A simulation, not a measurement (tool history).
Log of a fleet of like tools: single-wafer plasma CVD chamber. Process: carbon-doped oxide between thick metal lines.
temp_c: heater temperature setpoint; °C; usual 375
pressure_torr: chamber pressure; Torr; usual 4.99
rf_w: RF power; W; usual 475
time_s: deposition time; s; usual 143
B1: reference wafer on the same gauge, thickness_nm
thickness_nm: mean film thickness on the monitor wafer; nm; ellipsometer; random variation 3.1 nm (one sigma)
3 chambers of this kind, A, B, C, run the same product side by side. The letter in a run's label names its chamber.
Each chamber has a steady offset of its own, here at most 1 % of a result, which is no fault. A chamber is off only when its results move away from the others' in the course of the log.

run 1A hour=10.2 | temp_c=375 pressure_torr=4.99 rf_w=475 time_s=143 | B1=671.98 | thickness_nm=654.44
run 2B hour=20.9 | temp_c=375 pressure_torr=4.99 rf_w=475 time_s=143 | B1=670.99 | thickness_nm=655.82
run 3C hour=28.3 | temp_c=375 pressure_torr=4.99 rf_w=475 time_s=143 | B1=670.18 | thickness_nm=656.36
run 4B hour=36.7 | temp_c=375 pressure_torr=4.99 rf_w=475 time_s=143 | B1=671.83 | thickness_nm=655.57
run 5A hour=47.5 | temp_c=375 pressure_torr=4.99 rf_w=475 time_s=143 | B1=671.79 | thickness_nm=663.01
-- hour=52.7 chamber A: capacitance manometer re-zeroed and calibrated
run 6C hour=56.1 | temp_c=375 pressure_torr=4.99 rf_w=475 time_s=143 | B1=671.78 | thickness_nm=659.35
run 7B hour=61.9 | temp_c=375 pressure_torr=4.99 rf_w=475 time_s=143 | B1=670.83 | thickness_nm=662.76
run 8A hour=72.3 | temp_c=375 pressure_torr=4.99 rf_w=475 time_s=143 | B1=671.89 | thickness_nm=655.09
run 9C hour=79.1 | temp_c=375 pressure_torr=4.99 rf_w=475 time_s=143 | B1=671.42 | thickness_nm=657.75
run 10C hour=86.1 | temp_c=375 pressure_torr=4.99 rf_w=475 time_s=143 | B1=670.82 | thickness_nm=660.75
run 11A hour=91 | temp_c=375 pressure_torr=4.99 rf_w=475 time_s=143 | B1=670.41 | thickness_nm=657.82
run 12B hour=99.4 | temp_c=388 pressure_torr=4.99 rf_w=475 time_s=143 | B1=671.33 | thickness_nm=641.77
-- hour=104.9 chamber B: capacitance manometer re-zeroed and calibrated
run 13B hour=105.6 | temp_c=388 pressure_torr=4.99 rf_w=475 time_s=143 | B1=671.54 | thickness_nm=639.8
run 14A hour=110.6 | temp_c=388 pressure_torr=4.99 rf_w=475 time_s=143 | B1=671.1 | thickness_nm=646.07
run 15C hour=120.4 | temp_c=375 pressure_torr=4.99 rf_w=475 time_s=143 | B1=670.06 | thickness_nm=655.22
-- hour=126.5 chamber A: thermocouple changed; heater temperature recalibrated
run 16B hour=126.7 | temp_c=375 pressure_torr=4.99 rf_w=475 time_s=143 | B1=670.74 | thickness_nm=663.09
run 17A hour=136.5 | temp_c=375 pressure_torr=4.99 rf_w=475 time_s=143 | B1=671.46 | thickness_nm=650.96
run 18C hour=147.1 | temp_c=375 pressure_torr=4.99 rf_w=475 time_s=143 | B1=671.29 | thickness_nm=648.86
run 19C hour=154.2 | temp_c=375 pressure_torr=4.99 rf_w=475 time_s=143 | B1=670.98 | thickness_nm=649.61
run 20A hour=165.2 | temp_c=375 pressure_torr=5.48 rf_w=475 time_s=143 | B1=670.93 | thickness_nm=657.83
run 21B hour=174.3 | temp_c=375 pressure_torr=5.48 rf_w=475 time_s=143 | B1=670.58 | thickness_nm=671.09
run 22A hour=181.2 | temp_c=375 pressure_torr=5.48 rf_w=475 time_s=143 | B1=671.15 | thickness_nm=660.96
run 23B hour=189.8 | temp_c=375 pressure_torr=4.99 rf_w=475 time_s=143 | B1=671.6 | thickness_nm=658.16
run 24C hour=198.2 | temp_c=375 pressure_torr=4.99 rf_w=475 time_s=143 | B1=669.76 | thickness_nm=656.52
run 25B hour=206 | temp_c=375 pressure_torr=4.99 rf_w=475 time_s=143 | B1=671.4 | thickness_nm=658.04
run 26C hour=216.5 | temp_c=375 pressure_torr=4.99 rf_w=475 time_s=143 | B1=670.62 | thickness_nm=663.2
run 27A hour=222.6 | temp_c=375 pressure_torr=4.99 rf_w=475 time_s=143 | B1=670.8 | thickness_nm=644.31
run 28A hour=233.2 | temp_c=375 pressure_torr=4.99 rf_w=475 time_s=143 | B1=671.44 | thickness_nm=640.66
run 29C hour=242.2 | temp_c=375 pressure_torr=4.99 rf_w=475 time_s=143 | B1=671.08 | thickness_nm=657.27
run 30B hour=251.3 | temp_c=375 pressure_torr=4.99 rf_w=475 time_s=143 | B1=671.01 | thickness_nm=658.92
run 31B hour=257.2 | temp_c=375 pressure_torr=4.99 rf_w=475 time_s=143 | B1=671.25 | thickness_nm=657.12
run 32A hour=264.3 | temp_c=375 pressure_torr=4.99 rf_w=475 time_s=143 | B1=670.57 | thickness_nm=644.96
run 33C hour=275 | temp_c=375 pressure_torr=4.99 rf_w=475 time_s=143 | B1=671.29 | thickness_nm=656.59
-- hour=279.5 chamber C: thermocouple changed; heater temperature recalibrated
run 34A hour=285.6 | temp_c=375 pressure_torr=4.05 rf_w=475 time_s=131 | B1=670.67 | thickness_nm=568.87
run 35B hour=295.8 | temp_c=375 pressure_torr=4.05 rf_w=475 time_s=131 | B1=671.28 | thickness_nm=581.67
run 36C hour=302 | temp_c=375 pressure_torr=4.05 rf_w=475 time_s=131 | B1=670.97 | thickness_nm=580.66
run 37B hour=307.6 | temp_c=375 pressure_torr=4.99 rf_w=475 time_s=143 | B1=670.97 | thickness_nm=656.78
run 38A hour=317.4 | temp_c=375 pressure_torr=4.99 rf_w=475 time_s=166 | B1=670.03 | thickness_nm=734.06
run 39C hour=323.1 | temp_c=375 pressure_torr=4.99 rf_w=475 time_s=166 | B1=671.26 | thickness_nm=756.98
run 40C hour=333.5 | temp_c=375 pressure_torr=4.99 rf_w=475 time_s=166 | B1=670.52 | thickness_nm=758.19
run 41A hour=339.4 | temp_c=375 pressure_torr=4.99 rf_w=475 time_s=143 | B1=671.22 | thickness_nm=629.19

What goes on in this fleet: one chamber off, a drifting gauge, or nothing beyond the chambers' own small offsets? Name the chamber and the cause, if any.

Chamber A drifts away from the others.
Cause: delivered RF power below the setpoint (%) = 6.05.

Here are 4 candidates for chamber A's next run, each the usual settings with a change, their results left as question marks. Which one brings its results back in line with what the others give on the usual settings?
In line means no further than this from the other chambers' mean on the usual settings: thickness_nm 11 nm
run 42A-1 hour=347.4 | temp_c=375 pressure_torr=6.71 rf_w=475 time_s=143 | thickness_nm=?
run 42A-2 hour=347.4 | temp_c=374 pressure_torr=5.06 rf_w=495 time_s=151 | thickness_nm=?
run 42A-3 hour=347.4 | temp_c=377 pressure_torr=4.82 rf_w=425 time_s=143 | thickness_nm=?
run 42A-4 hour=347.4 | temp_c=375 pressure_torr=4.96 rf_w=465 time_s=139 | thickness_nm=?

The other chambers' mean on the usual settings: thickness_nm 657.64 nm
run=42A-1 thickness_nm=653.8
run=42A-2 thickness_nm=686.83
run=42A-3 thickness_nm=574.64
run=42A-4 thickness_nm=602.16
42A-1 brings the chamber back in line.

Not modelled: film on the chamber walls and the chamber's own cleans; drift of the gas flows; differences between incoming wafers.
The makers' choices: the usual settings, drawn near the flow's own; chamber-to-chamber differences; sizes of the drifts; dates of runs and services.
